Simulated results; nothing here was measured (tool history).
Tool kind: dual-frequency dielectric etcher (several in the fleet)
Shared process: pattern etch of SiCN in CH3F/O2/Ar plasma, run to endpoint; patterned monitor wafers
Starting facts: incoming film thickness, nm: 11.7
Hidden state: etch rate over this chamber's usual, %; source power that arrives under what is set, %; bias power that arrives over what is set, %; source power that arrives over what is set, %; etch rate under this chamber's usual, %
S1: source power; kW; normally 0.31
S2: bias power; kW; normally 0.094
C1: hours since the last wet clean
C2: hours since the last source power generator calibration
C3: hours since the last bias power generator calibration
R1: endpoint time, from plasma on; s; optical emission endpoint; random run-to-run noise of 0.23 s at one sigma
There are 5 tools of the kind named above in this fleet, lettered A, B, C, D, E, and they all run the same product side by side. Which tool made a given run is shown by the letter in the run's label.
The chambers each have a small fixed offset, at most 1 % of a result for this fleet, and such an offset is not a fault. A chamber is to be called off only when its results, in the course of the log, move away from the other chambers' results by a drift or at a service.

Run 1C, hour 6.9: usual settings; C1 219.7; C2 2533.6; C3 639.7. Result: R1 30.874 s.
Run 2D, hour 19.7: usual settings; C1 277.5; C2 4507.9; C3 201.9. Result: R1 31.175 s.
Run 3B, hour 29.9: usual settings; C1 229.9; C2 4106.8; C3 1819.3. Result: R1 31.004 s.
Run 4E, hour 41.8: usual settings; C1 48.7; C2 2675.5; C3 2096.8. Result: R1 31.164 s.
Run 5A, hour 48: usual settings; C1 201.2; C2 2377.5; C3 3533.4. Result: R1 31.337 s.
Run 6A, hour 56: usual settings but S1 0.26 kW, S2 0.117 kW; C1 209.2; C2 2385.5; C3 3541.4. Result: R1 30.53 s.
Run 7C, hour 64.9: usual settings but S1 0.26 kW, S2 0.117 kW; C1 277.7; C2 2591.6; C3 697.7. Result: R1 30.779 s.
Run 8E, hour 75.4: usual settings but S1 0.26 kW, S2 0.117 kW; C1 82.3; C2 2709.1; C3 2130.4. Result: R1 30.346 s.
Run 9D, hour 87.8: usual settings but S1 0.26 kW, S2 0.117 kW; C1 345.6; C2 4576; C3 270. Result: R1 30.627 s.
Run 10B, hour 97.6: usual settings but S1 0.26 kW, S2 0.117 kW; C1 297.6; C2 4174.5; C3 1887. Result: R1 30.27 s.
Run 11A, hour 109.3: usual settings; C1 262.5; C2 2438.8; C3 3594.7. Result: R1 31.08 s.
Run 12D, hour 121.6: usual settings but S1 0.28 kW, S2 0.107 kW; C1 379.4; C2 4609.8; C3 303.8. Result: R1 30.807 s.
Run 13B, hour 133.8: usual settings but S1 0.28 kW, S2 0.107 kW; C1 333.8; C2 4210.7; C3 1923.2. Result: R1 30.63 s.
Run 14C, hour 140.5: usual settings but S1 0.28 kW, S2 0.107 kW; C1 353.3; C2 2667.2; C3 773.3. Result: R1 30.929 s.
At hour 143: chamber D: wet clean of the chamber.
Run 15E, hour 150.7: usual settings but S1 0.28 kW, S2 0.107 kW; C1 157.6; C2 2784.4; C3 2205.7. Result: R1 30.416 s.
Run 16D, hour 158.9: usual settings but S1 0.28 kW, S2 0.107 kW; C1 15.9; C2 4647.1; C3 341.1. Result: R1 30.778 s.
Run 17B, hour 172.3: usual settings; C1 372.3; C2 4249.2; C3 1961.7. Result: R1 30.878 s.
At hour 175.7: chamber A: wet clean of the chamber.
Run 18A, hour 181.2: usual settings; C1 5.6; C2 2510.7; C3 3666.6. Result: R1 31.181 s.
Run 19E, hour 192.2: usual settings; C1 199.1; C2 2825.9; C3 2247.2. Result: R1 31.171 s.
Run 20C, hour 204.5: usual settings; C1 417.3; C2 2731.2; C3 837.3. Result: R1 30.996 s.
At hour 210.5: chamber B: wet clean of the chamber.
Run 21E, hour 215.5: usual settings; C1 222.4; C2 2849.2; C3 2270.5. Result: R1 31.054 s.
At hour 217.4: chamber C: wet clean of the chamber.
Run 22A, hour 223.3: usual settings; C1 47.7; C2 2552.8; C3 3708.7. Result: R1 31.082 s.
Run 23B, hour 236.6: usual settings; C1 26.1; C2 4313.5; C3 2026. Result: R1 30.39 s.
Run 24D, hour 248.8: usual settings but S1 0.28 kW; C1 105.8; C2 4737; C3 431. Result: R1 32.312 s.
Run 25C, hour 262.3: usual settings but S1 0.28 kW; C1 45; C2 2789; C3 895.1. Result: R1 32.033 s.
Run 26B, hour 270.4: usual settings but S1 0.28 kW; C1 59.9; C2 4347.3; C3 2059.8. Result: R1 32.157 s.
Run 27C, hour 283.8: usual settings but S1 0.28 kW; C1 66.5; C2 2810.5; C3 916.6. Result: R1 32.303 s.
Run 28E, hour 293.4: usual settings but S1 0.28 kW; C1 300.3; C2 2927.1; C3 2348.4. Result: R1 32.894 s.
Run 29D, hour 305.4: usual settings; C1 162.4; C2 4793.6; C3 487.6. Result: R1 31.395 s.
Run 30A, hour 314.5: usual settings; C1 138.9; C2 2644; C3 3799.9. Result: R1 30.747 s.
Run 31C, hour 325.7: usual settings; C1 108.4; C2 2852.4; C3 958.5. Result: R1 31.374 s.
Run 32D, hour 334: usual settings; C1 191; C2 4822.2; C3 516.2. Result: R1 31.119 s.
At hour 337.8: chamber E: wet clean of the chamber.
Run 33B, hour 342.8: usual settings; C1 132.3; C2 4419.7; C3 2132.2. Result: R1 31.011 s.
Run 34A, hour 350.4: usual settings; C1 174.8; C2 2679.9; C3 3835.8. Result: R1 31.199 s.
Run 35E, hour 363.9: usual settings; C1 26.2; C2 2997.6; C3 2418.9. Result: R1 30.677 s.
Run 36D, hour 372.6: usual settings but S1 0.24 kW; C1 229.6; C2 4860.8; C3 554.8. Result: R1 34.166 s.
Run 37C, hour 380.7: usual settings but S1 0.24 kW; C1 163.4; C2 2907.4; C3 1013.5. Result: R1 34.395 s.
At hour 393.3: chamber D: source power generator calibrated.
Run 38E, hour 394.3: usual settings but S1 0.24 kW; C1 56.6; C2 3028; C3 2449.3. Result: R1 34.286 s.
Run 39A, hour 407.9: usual settings but S1 0.24 kW; C1 232.3; C2 2737.4; C3 3893.3. Result: R1 34.363 s.
Run 40B, hour 419.3: usual settings but S1 0.24 kW; C1 208.8; C2 4496.2; C3 2208.7. Result: R1 34.282 s.
Run 41A, hour 433.3: usual settings; C1 257.7; C2 2762.8; C3 3918.7. Result: R1 31.507 s.
Run 42D, hour 441.3: usual settings; C1 298.3; C2 48.1; C3 623.5. Result: R1 31.035 s.
Run 43E, hour 449.1: usual settings; C1 111.4; C2 3082.8; C3 2504.1. Result: R1 31.095 s.

All chambers now run identical settings, listed one chamber a line with results as question marks. What results will each chamber show?
Run 44A, hour 459.3: usual settings. Result: R1 ?.
Run 44B, hour 459.3: usual settings. Result: R1 ?.
Run 44C, hour 459.3: usual settings. Result: R1 ?.
Run 44D, hour 459.3: usual settings. Result: R1 ?.
Run 44E, hour 459.3: usual settings. Result: R1 ?.

run      R1
44A  31.591
44B  30.794
44C  31.268
44D   31.48
44E  30.846
